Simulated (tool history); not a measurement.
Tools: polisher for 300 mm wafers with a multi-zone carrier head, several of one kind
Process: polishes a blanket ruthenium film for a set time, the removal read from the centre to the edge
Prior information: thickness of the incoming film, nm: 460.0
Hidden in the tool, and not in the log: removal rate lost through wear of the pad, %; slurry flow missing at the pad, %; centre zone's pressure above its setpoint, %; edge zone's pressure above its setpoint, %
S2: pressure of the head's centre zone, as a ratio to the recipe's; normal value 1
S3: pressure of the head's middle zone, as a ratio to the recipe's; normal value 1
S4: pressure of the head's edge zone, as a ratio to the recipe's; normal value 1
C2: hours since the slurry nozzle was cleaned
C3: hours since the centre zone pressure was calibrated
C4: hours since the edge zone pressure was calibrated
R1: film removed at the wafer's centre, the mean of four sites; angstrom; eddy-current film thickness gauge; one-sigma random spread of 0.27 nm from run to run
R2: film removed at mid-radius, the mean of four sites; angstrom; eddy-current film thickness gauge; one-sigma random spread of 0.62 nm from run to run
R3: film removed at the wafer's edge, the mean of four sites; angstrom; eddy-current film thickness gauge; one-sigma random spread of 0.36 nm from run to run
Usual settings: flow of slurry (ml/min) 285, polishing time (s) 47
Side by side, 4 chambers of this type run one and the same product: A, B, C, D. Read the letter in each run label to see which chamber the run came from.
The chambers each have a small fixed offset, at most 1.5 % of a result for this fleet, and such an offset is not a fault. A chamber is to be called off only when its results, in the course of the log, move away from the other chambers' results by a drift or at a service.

{"run": "1A", "day": 0.304, "flow of slurry (ml/min)": 285, "S2": 1, "S3": 1, "S4": 1, "polishing time (s)": 47, "wafers polished on this pad": 1201, "C2": 531.9, "C3": 601.8, "C4": 348.4, "R1": 426.47, "R2": 409.99, "R3": 415.11}
{"day": 0.496, "done": "chamber A: centre zone pressure recalibrated"}
{"day": 0.725, "done": "chamber A: worn pad replaced by a new one"}
{"run": "2C", "day": 0.783, "flow of slurry (ml/min)": 285, "S2": 1, "S3": 1, "S4": 1, "polishing time (s)": 47, "wafers polished on this pad": 1066, "C2": 37.9, "C3": 281.3, "C4": 397.1, "R1": 421.93, "R2": 425.45, "R3": 422.45}
{"day": 1.096, "done": "chamber C: worn pad replaced by a new one"}
{"run": "3D", "day": 1.121, "flow of slurry (ml/min)": 285, "S2": 1, "S3": 1, "S4": 1, "polishing time (s)": 47, "wafers polished on this pad": 710, "C2": 166.8, "C3": 685.7, "C4": 649.9, "R1": 428.29, "R2": 425.93, "R3": 422.9}
{"run": "4B", "day": 1.733, "flow of slurry (ml/min)": 285, "S2": 1, "S3": 1, "S4": 1, "polishing time (s)": 47, "wafers polished on this pad": 1103, "C2": 732.2, "C3": 500.3, "C4": 509.8, "R1": 422.88, "R2": 426.35, "R3": 421.88}
{"run": "5C", "day": 2.167, "flow of slurry (ml/min)": 285, "S2": 1, "S3": 1, "S4": 1, "polishing time (s)": 47, "wafers polished on this pad": 307, "C2": 71.1, "C3": 314.5, "C4": 430.3, "R1": 422.31, "R2": 424.51, "R3": 416.62}
{"run": "6D", "day": 2.65, "flow of slurry (ml/min)": 285, "S2": 1, "S3": 1, "S4": 1, "polishing time (s)": 47, "wafers polished on this pad": 1147, "C2": 203.5, "C3": 722.4, "C4": 686.6, "R1": 424.34, "R2": 428.29, "R3": 430.22}
{"day": 2.996, "done": "chamber B: slurry nozzle cleaned"}
{"run": "7A", "day": 3.138, "flow of slurry (ml/min)": 285, "S2": 1, "S3": 1, "S4": 1, "polishing time (s)": 47, "wafers polished on this pad": 689, "C2": 599.9, "C3": 63.4, "C4": 416.4, "R1": 423.38, "R2": 417.66, "R3": 423.66}
{"day": 3.371, "done": "chamber D: worn pad replaced by a new one"}
{"run": "8B", "day": 3.55, "flow of slurry (ml/min)": 285, "S2": 1, "S3": 1, "S4": 1, "polishing time (s)": 47, "wafers polished on this pad": 1623, "C2": 13.4, "C3": 543.9, "C4": 553.4, "R1": 424.18, "R2": 423.5, "R3": 418.88}
{"run": "9A", "day": 3.942, "flow of slurry (ml/min)": 285, "S2": 1, "S3": 1, "S4": 1, "polishing time (s)": 47, "wafers polished on this pad": 919, "C2": 619.2, "C3": 82.7, "C4": 435.7, "R1": 421.56, "R2": 417.51, "R3": 424.86}
{"day": 4.442, "done": "chamber D: slurry nozzle cleaned"}
{"run": "10C", "day": 4.508, "flow of slurry (ml/min)": 285, "S2": 1, "S3": 0.89, "S4": 1, "polishing time (s)": 47, "wafers polished on this pad": 976, "C2": 127.3, "C3": 370.7, "C4": 486.5, "R1": 420.86, "R2": 378.89, "R3": 422.55}
{"day": 4.696, "done": "chamber A: worn pad replaced by a new one"}
{"run": "11D", "day": 4.908, "flow of slurry (ml/min)": 285, "S2": 1, "S3": 0.89, "S4": 1, "polishing time (s)": 47, "wafers polished on this pad": 439, "C2": 11.2, "C3": 776.6, "C4": 740.8, "R1": 432.35, "R2": 371.92, "R3": 431.53}
{"day": 5.288, "done": "chamber C: worn pad replaced by a new one"}
{"run": "12B", "day": 5.525, "flow of slurry (ml/min)": 285, "S2": 1, "S3": 0.89, "S4": 1, "polishing time (s)": 47, "wafers polished on this pad": 2187, "C2": 60.8, "C3": 591.3, "C4": 600.8, "R1": 427.1, "R2": 369.6, "R3": 416.74}
{"day": 5.721, "done": "chamber D: edge zone pressure recalibrated"}
{"run": "13C", "day": 5.942, "flow of slurry (ml/min)": 285, "S2": 1, "S3": 0.89, "S4": 1, "polishing time (s)": 47, "wafers polished on this pad": 187, "C2": 161.7, "C3": 405.1, "C4": 520.9, "R1": 422.97, "R2": 372.93, "R3": 426.17}
{"run": "14A", "day": 6.304, "flow of slurry (ml/min)": 285, "S2": 1, "S3": 1, "S4": 1, "polishing time (s)": 47, "wafers polished on this pad": 460, "C2": 675.9, "C3": 139.4, "C4": 492.4, "R1": 425.57, "R2": 417.43, "R3": 417.51}
{"run": "15B", "day": 6.783, "flow of slurry (ml/min)": 285, "S2": 1, "S3": 1, "S4": 1, "polishing time (s)": 47, "wafers polished on this pad": 2546, "C2": 91, "C3": 621.5, "C4": 631, "R1": 424.2, "R2": 401.31, "R3": 420.79}
{"day": 7.246, "done": "chamber D: worn pad replaced by a new one"}
{"run": "16D", "day": 7.354, "flow of slurry (ml/min)": 285, "S2": 1, "S3": 1, "S4": 1, "polishing time (s)": 47, "wafers polished on this pad": 31, "C2": 69.9, "C3": 835.3, "C4": 39.3, "R1": 426.88, "R2": 425.85, "R3": 429.34}
{"run": "17C", "day": 7.896, "flow of slurry (ml/min)": 285, "S2": 1, "S3": 1, "S4": 1, "polishing time (s)": 47, "wafers polished on this pad": 745, "C2": 208.6, "C3": 452, "C4": 567.8, "R1": 429.19, "R2": 429, "R3": 421.31}
{"run": "18D", "day": 8.55, "flow of slurry (ml/min)": 285, "S2": 1, "S3": 1, "S4": 1, "polishing time (s)": 47, "wafers polished on this pad": 373, "C2": 98.6, "C3": 864, "C4": 68, "R1": 427.95, "R2": 422.2, "R3": 424.82}
{"run": "19B", "day": 8.979, "flow of slurry (ml/min)": 285, "S2": 1, "S3": 1, "S4": 1, "polishing time (s)": 47, "wafers polished on this pad": 3174, "C2": 143.7, "C3": 674.2, "C4": 683.7, "R1": 415.12, "R2": 412, "R3": 416.05}
{"day": 9.129, "done": "chamber C: worn pad replaced by a new one"}
{"day": 9.304, "done": "chamber A: worn pad replaced by a new one"}
{"run": "20A", "day": 9.621, "flow of slurry (ml/min)": 195, "S2": 1, "S3": 1, "S4": 1, "polishing time (s)": 47, "wafers polished on this pad": 91, "C2": 755.5, "C3": 219, "C4": 572, "R1": 405.15, "R2": 407.81, "R3": 411.15}
{"run": "21B", "day": 10.262, "flow of slurry (ml/min)": 195, "S2": 1, "S3": 1, "S4": 1, "polishing time (s)": 47, "wafers polished on this pad": 3541, "C2": 174.5, "C3": 705, "C4": 714.5, "R1": 394.1, "R2": 383.61, "R3": 397.21}
{"run": "22D", "day": 10.721, "flow of slurry (ml/min)": 195, "S2": 1, "S3": 1, "S4": 1, "polishing time (s)": 47, "wafers polished on this pad": 993, "C2": 150.7, "C3": 916.1, "C4": 120.1, "R1": 406.23, "R2": 401.33, "R3": 414.46}
{"run": "23A", "day": 11.158, "flow of slurry (ml/min)": 195, "S2": 1, "S3": 1, "S4": 1, "polishing time (s)": 47, "wafers polished on this pad": 530, "C2": 792.4, "C3": 255.9, "C4": 608.9, "R1": 400.14, "R2": 406.98, "R3": 412.73}
{"day": 11.358, "done": "chamber D: worn pad replaced by a new one"}
{"run": "24C", "day": 11.683, "flow of slurry (ml/min)": 285, "S2": 1, "S3": 1, "S4": 1, "polishing time (s)": 47, "wafers polished on this pad": 730, "C2": 299.5, "C3": 542.9, "C4": 658.7, "R1": 417.52, "R2": 428.17, "R3": 422.02}
{"run": "25C", "day": 12.033, "flow of slurry (ml/min)": 285, "S2": 1, "S3": 1, "S4": 1, "polishing time (s)": 47, "wafers polished on this pad": 830, "C2": 307.9, "C3": 551.3, "C4": 667.1, "R1": 426.17, "R2": 421.59, "R3": 425.09}
{"run": "26D", "day": 12.529, "flow of slurry (ml/min)": 285, "S2": 1, "S3": 0.93, "S4": 1, "polishing time (s)": 55, "wafers polished on this pad": 335, "C2": 194.1, "C3": 959.5, "C4": 163.5, "R1": 490.96, "R2": 467.18, "R3": 500.76}
{"run": "27A", "day": 12.988, "flow of slurry (ml/min)": 285, "S2": 1, "S3": 0.93, "S4": 1, "polishing time (s)": 55, "wafers polished on this pad": 1052, "C2": 836.3, "C3": 299.8, "C4": 652.8, "R1": 497.24, "R2": 456.76, "R3": 497.51}
{"day": 13.15, "done": "chamber C: worn pad replaced by a new one"}
{"run": "28B", "day": 13.488, "flow of slurry (ml/min)": 285, "S2": 1, "S3": 0.93, "S4": 1, "polishing time (s)": 55, "wafers polished on this pad": 4462, "C2": 251.9, "C3": 782.4, "C4": 791.9, "R1": 483.47, "R2": 439.2, "R3": 477.43}
{"run": "29B", "day": 13.862, "flow of slurry (ml/min)": 285, "S2": 1, "S3": 0.93, "S4": 1, "polishing time (s)": 55, "wafers polished on this pad": 4569, "C2": 260.9, "C3": 791.4, "C4": 800.9, "R1": 478.8, "R2": 436.97, "R3": 478.25}
{"day": 13.879, "done": "chamber A: edge zone pressure recalibrated"}
{"day": 13.925, "done": "chamber A: worn pad replaced by a new one"}
{"day": 14.312, "done": "chamber D: slurry nozzle cleaned"}
{"day": 14.375, "done": "chamber C: edge zone pressure recalibrated"}
{"run": "30A", "day": 14.492, "flow of slurry (ml/min)": 285, "S2": 1, "S3": 1, "S4": 1, "polishing time (s)": 47, "wafers polished on this pad": 162, "C2": 872.4, "C3": 335.9, "C4": 14.8, "R1": 428.75, "R2": 424.28, "R3": 431.4}
{"day": 14.638, "done": "chamber B: edge zone pressure recalibrated"}
{"run": "31D", "day": 14.792, "flow of slurry (ml/min)": 210, "S2": 1, "S3": 1, "S4": 1, "polishing time (s)": 34, "wafers polished on this pad": 981, "C2": 11.6, "C3": 1013.8, "C4": 217.8, "R1": 298.61, "R2": 302.01, "R3": 302.75}
{"run": "32C", "day": 15.221, "flow of slurry (ml/min)": 210, "S2": 1, "S3": 1, "S4": 1, "polishing time (s)": 34, "wafers polished on this pad": 592, "C2": 384.4, "C3": 627.8, "C4": 20.3, "R1": 293.09, "R2": 305.09, "R3": 297.5}
{"day": 15.442, "done": "chamber C: slurry nozzle cleaned"}
{"day": 15.888, "done": "chamber D: worn pad replaced by a new one"}
{"run": "33C", "day": 15.908, "flow of slurry (ml/min)": 210, "S2": 1, "S3": 1, "S4": 1, "polishing time (s)": 34, "wafers polished on this pad": 789, "C2": 11.2, "C3": 644.3, "C4": 36.8, "R1": 295.49, "R2": 299.59, "R3": 295.72}
{"run": "34D", "day": 16.488, "flow of slurry (ml/min)": 210, "S2": 1, "S3": 1, "S4": 1, "polishing time (s)": 34, "wafers polished on this pad": 171, "C2": 52.3, "C3": 1054.5, "C4": 258.5, "R1": 297.65, "R2": 291.34, "R3": 298.5}
{"run": "35A", "day": 16.946, "flow of slurry (ml/min)": 285, "S2": 1, "S3": 1, "S4": 1, "polishing time (s)": 47, "wafers polished on this pad": 864, "C2": 931.3, "C3": 394.8, "C4": 73.7, "R1": 429.8, "R2": 427.34, "R3": 421.49}
{"run": "36B", "day": 17.5, "flow of slurry (ml/min)": 285, "S2": 1, "S3": 1, "S4": 1, "polishing time (s)": 47, "wafers polished on this pad": 5609, "C2": 348.2, "C3": 878.7, "C4": 68.8, "R1": 404.24, "R2": 394.32, "R3": 393.57}
{"day": 17.867, "done": "chamber C: worn pad replaced by a new one"}
{"run": "37C", "day": 17.896, "flow of slurry (ml/min)": 285, "S2": 1, "S3": 1, "S4": 1, "polishing time (s)": 47, "wafers polished on this pad": 9, "C2": 58.9, "C3": 692, "C4": 84.5, "R1": 418.54, "R2": 432.72, "R3": 424.06}
{"day": 17.992, "done": "chamber A: worn pad replaced by a new one"}
{"day": 18.417, "done": "chamber A: slurry nozzle cleaned"}
{"run": "38D", "day": 18.446, "flow of slurry (ml/min)": 285, "S2": 1, "S3": 1, "S4": 1, "polishing time (s)": 47, "wafers polished on this pad": 731, "C2": 99.3, "C3": 1101.5, "C4": 305.5, "R1": 429.07, "R2": 422.85, "R3": 430.58}
{"run": "39A", "day": 19.083, "flow of slurry (ml/min)": 285, "S2": 1, "S3": 1, "S4": 0.95, "polishing time (s)": 47, "wafers polished on this pad": 312, "C2": 16.1, "C3": 446.1, "C4": 125, "R1": 426.06, "R2": 409.11, "R3": 414.82}
{"run": "40B", "day": 19.696, "flow of slurry (ml/min)": 285, "S2": 1, "S3": 1, "S4": 0.95, "polishing time (s)": 47, "wafers polished on this pad": 6236, "C2": 400.9, "C3": 931.4, "C4": 121.5, "R1": 398.9, "R2": 401.94, "R3": 391.03}
{"run": "41A", "day": 20.175, "flow of slurry (ml/min)": 285, "S2": 1, "S3": 1, "S4": 0.95, "polishing time (s)": 47, "wafers polished on this pad": 624, "C2": 42.3, "C3": 472.3, "C4": 151.2, "R1": 421.25, "R2": 409.06, "R3": 414.56}
{"run": "42C", "day": 20.567, "flow of slurry (ml/min)": 285, "S2": 1, "S3": 1, "S4": 0.95, "polishing time (s)": 47, "wafers polished on this pad": 772, "C2": 123, "C3": 756.1, "C4": 148.6, "R1": 422.47, "R2": 427.95, "R3": 408.97}
{"day": 20.729, "done": "chamber D: worn pad replaced by a new one"}
{"run": "43B", "day": 21.242, "flow of slurry (ml/min)": 285, "S2": 1, "S3": 1, "S4": 1, "polishing time (s)": 47, "wafers polished on this pad": 6678, "C2": 438, "C3": 968.5, "C4": 158.6, "R1": 396.35, "R2": 405.18, "R3": 395.42}
{"run": "44D", "day": 21.908, "flow of slurry (ml/min)": 255, "S2": 1, "S3": 0.93, "S4": 1, "polishing time (s)": 47, "wafers polished on this pad": 337, "C2": 182.4, "C3": 1184.6, "C4": 388.6, "R1": 419.48, "R2": 385, "R3": 425.58}

Which is it: a chamber that has drifted or been left off by a service, a gauge drift common to all chambers, or only each chamber's usual small offset? If a chamber is off, name it and its likeliest cause.

It is chamber B that slowly wanders off from its peers.
Most likely cause: removal rate lost through wear of the pad, % = 6.07.
With only this log, it may be confused with: slurry flow missing at the pad, %.

Chamber B could run next with any of the 4 candidate recipes listed below; each alters the usual settings, and their results appear as question marks. Which one brings its results back in line with what the other chambers deliver on the usual settings?
In line here means within this much of the mean the other chambers give on the usual settings: R1 9.5 angstrom; R2 21 angstrom; R3 13 angstrom
{"run": "45B-1", "day": 22.4, "flow of slurry (ml/min)": 285, "S2": 1, "S3": 1, "S4": 1, "polishing time (s)": 44, "R1": "?", "R2": "?", "R3": "?"}
{"run": "45B-2", "day": 22.4, "flow of slurry (ml/min)": 290, "S2": 1, "S3": 1.01, "S4": 1.01, "polishing time (s)": 54, "R1": "?", "R2": "?", "R3": "?"}
{"run": "45B-3", "day": 22.4, "flow of slurry (ml/min)": 280, "S2": 1, "S3": 0.99, "S4": 1, "polishing time (s)": 41, "R1": "?", "R2": "?", "R3": "?"}
{"run": "45B-4", "day": 22.4, "flow of slurry (ml/min)": 285, "S2": 1, "S3": 1, "S4": 1, "polishing time (s)": 50, "R1": "?", "R2": "?", "R3": "?"}

Mean of the other chambers on the usual settings: R1 425.03 angstrom; R2 422.14 angstrom; R3 423.93 angstrom
run=45B-1 R1=370.44 R2=364.5 R3=370.62
run=45B-2 R1=455.61 R2=452.3 R3=457.78
run=45B-3 R1=344.42 R2=335.87 R3=344.9
run=45B-4 R1=420.96 R2=414.21 R3=421.16
With 45B-4, the chamber falls back in line with the rest.

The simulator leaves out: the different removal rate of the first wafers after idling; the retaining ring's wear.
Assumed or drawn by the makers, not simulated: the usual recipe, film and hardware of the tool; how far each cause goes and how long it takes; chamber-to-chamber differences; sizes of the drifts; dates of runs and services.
